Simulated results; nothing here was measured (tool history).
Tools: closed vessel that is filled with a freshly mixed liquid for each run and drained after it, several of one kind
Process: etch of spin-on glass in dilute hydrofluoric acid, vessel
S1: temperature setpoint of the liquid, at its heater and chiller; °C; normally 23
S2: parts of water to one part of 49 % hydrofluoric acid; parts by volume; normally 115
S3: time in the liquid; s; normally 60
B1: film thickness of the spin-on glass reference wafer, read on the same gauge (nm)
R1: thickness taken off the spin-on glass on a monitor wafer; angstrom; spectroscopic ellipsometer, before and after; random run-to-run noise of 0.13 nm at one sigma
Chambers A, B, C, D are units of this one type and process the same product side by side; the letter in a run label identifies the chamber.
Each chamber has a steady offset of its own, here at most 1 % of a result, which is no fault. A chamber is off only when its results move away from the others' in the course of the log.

run,hour,S1,S2,S3,B1,R1
1C,5.0,23,115,60,130.00,136.96
2A,14.6,23,115,60,130.02,135.89
3D,20.2,23,115,60,129.99,140.03
4B,27.3,23,115,60,130.01,133.90
5B,34.0,23,115,60,130.01,137.75
6A,44.4,23,115,60,130.00,137.16
7C,49.9,23,115,60,129.99,138.61
8D,55.8,23,115,60,130.00,138.59
9D,65.9,23,115,60,129.99,136.41
10A,73.0,23,115,60,129.99,135.95
11C,79.7,23,115,60,129.99,137.76
12B,88.8,23,140,60,130.00,107.64
13A,97.3,23,140,60,130.02,108.54
14D,102.4,23,140,60,130.00,109.39
15B,108.2,23,140,60,130.01,105.94
16C,114.0,23,115,60,129.98,138.43
17D,119.9,23,115,60,129.99,136.92
18A,128.6,23,115,60,129.99,133.60
19C,138.3,23,115,60,129.99,137.00
20B,144.7,23,115,60,130.01,129.39
21D,153.1,23,115,80,129.99,185.60
22A,158.0,23,115,80,130.00,183.27
23B,169.2,23,115,80,130.02,167.49
24C,176.1,23,115,80,130.01,184.32
25D,186.6,23,115,60,129.98,139.18
26A,193.8,23,115,60,129.99,139.22

All chambers now run identical settings, listed one chamber a line with results as question marks. What results will each chamber show?
27A,201.9,23,115,60,,?
27B,201.9,23,115,60,,?
27C,201.9,23,115,60,,?
27D,201.9,23,115,60,,?

run,R1
27A,137.01
27B,125.55
27C,137.36
27D,137.03
